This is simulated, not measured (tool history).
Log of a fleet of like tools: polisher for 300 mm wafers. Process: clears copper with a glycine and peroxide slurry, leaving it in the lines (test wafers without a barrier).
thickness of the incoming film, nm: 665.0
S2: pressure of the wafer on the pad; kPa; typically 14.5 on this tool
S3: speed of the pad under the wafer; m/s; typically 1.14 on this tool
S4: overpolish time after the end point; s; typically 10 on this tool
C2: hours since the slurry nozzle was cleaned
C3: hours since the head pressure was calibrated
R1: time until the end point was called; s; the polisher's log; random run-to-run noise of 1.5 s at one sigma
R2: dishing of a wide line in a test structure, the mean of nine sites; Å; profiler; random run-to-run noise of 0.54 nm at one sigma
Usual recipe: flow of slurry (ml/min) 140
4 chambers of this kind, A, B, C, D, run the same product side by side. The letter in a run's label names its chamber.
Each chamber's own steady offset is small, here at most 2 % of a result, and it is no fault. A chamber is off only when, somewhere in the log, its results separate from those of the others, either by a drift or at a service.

At hour 5.2: chamber D: worn pad replaced by a new one.
Run 1D, hour 8.1: usual settings; wafers polished on this pad 18; C2 189; C3 987.9. Result: R1 117.46 s, R2 233.63 Å.
Run 2A, hour 15.3: usual settings; wafers polished on this pad 865; C2 534.9; C3 1103.2. Result: R1 118.72 s, R2 230.79 Å.
At hour 16.6: chamber A: slurry nozzle cleaned.
Run 3C, hour 20.4: usual settings; wafers polished on this pad 271; C2 686.2; C3 883.4. Result: R1 115.65 s, R2 226.78 Å.
At hour 20.5: chamber C: slurry nozzle cleaned.
Run 4B, hour 25.3: usual settings; wafers polished on this pad 1069; C2 26; C3 154.9. Result: R1 120.6 s, R2 232.69 Å.
Run 5C, hour 31.7: usual settings; wafers polished on this pad 340; C2 11.2; C3 894.7. Result: R1 121.44 s, R2 234.71 Å.
Run 6B, hour 35.8: usual settings; wafers polished on this pad 1134; C2 36.5; C3 165.4. Result: R1 122.02 s, R2 238.14 Å.
Run 7A, hour 40.8: usual settings; wafers polished on this pad 1022; C2 24.2; C3 1128.7. Result: R1 116.98 s, R2 232.82 Å.
At hour 42.1: chamber B: worn pad replaced by a new one.
Run 8D, hour 45: usual settings; wafers polished on this pad 244; C2 225.9; C3 1024.8. Result: R1 118.81 s, R2 228.62 Å.
Run 9A, hour 48.7: usual settings; wafers polished on this pad 1070; C2 32.1; C3 1136.6. Result: R1 116.32 s, R2 236.57 Å.
Run 10B, hour 53.2: usual settings but flow of slurry (ml/min) 105, S4 15 s; wafers polished on this pad 68; C2 53.9; C3 182.8. Result: R1 127.78 s, R2 265.32 Å.
Run 11C, hour 59.7: usual settings but flow of slurry (ml/min) 105, S4 15 s; wafers polished on this pad 512; C2 39.2; C3 922.7. Result: R1 126.79 s, R2 265.75 Å.
Run 12D, hour 66.2: usual settings but flow of slurry (ml/min) 105, S4 15 s; wafers polished on this pad 374; C2 247.1; C3 1046. Result: R1 125.23 s, R2 255.07 Å.
At hour 67.7: chamber C: worn pad replaced by a new one.
Run 13D, hour 72.1: usual settings but flow of slurry (ml/min) 105, S4 15 s; wafers polished on this pad 411; C2 253; C3 1051.9. Result: R1 124.69 s, R2 257.19 Å.
At hour 74.9: chamber A: worn pad replaced by a new one.
Run 14A, hour 79.2: usual settings; wafers polished on this pad 26; C2 62.6; C3 1167.1. Result: R1 117.14 s, R2 226.25 Å.
Run 15C, hour 82.8: usual settings; wafers polished on this pad 93; C2 62.3; C3 945.8. Result: R1 119.48 s, R2 225.72 Å.
Run 16B, hour 88.5: usual settings; wafers polished on this pad 285; C2 89.2; C3 218.1. Result: R1 117.38 s, R2 236.2 Å.
At hour 93.1: chamber D: head pressure recalibrated.
At hour 93.4: chamber D: worn pad replaced by a new one.
Run 17A, hour 95.9: usual settings; wafers polished on this pad 129; C2 79.3; C3 1183.8. Result: R1 115.83 s, R2 220.46 Å.
Run 18C, hour 101.1: usual settings; wafers polished on this pad 205; C2 80.6; C3 964.1. Result: R1 122.89 s, R2 224.42 Å.
Run 19B, hour 109.2: usual settings; wafers polished on this pad 412; C2 109.9; C3 238.8. Result: R1 119.76 s, R2 232.61 Å.
Run 20D, hour 115.9: usual settings; wafers polished on this pad 138; C2 296.8; C3 22.8. Result: R1 125.65 s, R2 215.58 Å.
Run 21D, hour 121.7: usual settings; wafers polished on this pad 173; C2 302.6; C3 28.6. Result: R1 133.66 s, R2 227.55 Å.
Run 22A, hour 126.1: usual settings; wafers polished on this pad 314; C2 109.5; C3 1214. Result: R1 116.52 s, R2 224.69 Å.
Run 23C, hour 129.8: usual settings but flow of slurry (ml/min) 155, S3 0.78 m/s; wafers polished on this pad 381; C2 109.3; C3 992.8. Result: R1 158.67 s, R2 210.4 Å.
At hour 133: chamber C: head pressure recalibrated.
Run 24B, hour 134.5: usual settings but flow of slurry (ml/min) 155, S3 0.78 m/s; wafers polished on this pad 567; C2 135.2; C3 264.1. Result: R1 157.33 s, R2 207.67 Å.
Run 25A, hour 140.2: usual settings but flow of slurry (ml/min) 155, S3 0.78 m/s; wafers polished on this pad 400; C2 123.6; C3 1228.1. Result: R1 154.98 s, R2 208.66 Å.
Run 26C, hour 147.7: usual settings but flow of slurry (ml/min) 155, S3 0.78 m/s; wafers polished on this pad 491; C2 127.2; C3 14.7. Result: R1 158.66 s, R2 206.15 Å.
Run 27B, hour 155.7: usual settings; wafers polished on this pad 697; C2 156.4; C3 285.3. Result: R1 120.89 s, R2 229.41 Å.
Run 28D, hour 163: usual settings; wafers polished on this pad 427; C2 343.9; C3 69.9. Result: R1 128.69 s, R2 218.14 Å.
Run 29D, hour 168.8: usual settings; wafers polished on this pad 462; C2 349.7; C3 75.7. Result: R1 129.53 s, R2 218.31 Å.

All chambers now run identical settings, listed one chamber a line with results as question marks. What results will each chamber show?
Run 30A, hour 174.5: usual settings but flow of slurry (ml/min) 105. Result: R1 ?, R2 ?.
Run 30B, hour 174.5: usual settings but flow of slurry (ml/min) 105. Result: R1 ?, R2 ?.
Run 30C, hour 174.5: usual settings but flow of slurry (ml/min) 105. Result: R1 ?, R2 ?.
Run 30D, hour 174.5: usual settings but flow of slurry (ml/min) 105. Result: R1 ?, R2 ?.

run      R1      R2
30A  120.58   224.2
30B  123.94  211.17
30C  127.26  221.15
30D  139.89  219.02

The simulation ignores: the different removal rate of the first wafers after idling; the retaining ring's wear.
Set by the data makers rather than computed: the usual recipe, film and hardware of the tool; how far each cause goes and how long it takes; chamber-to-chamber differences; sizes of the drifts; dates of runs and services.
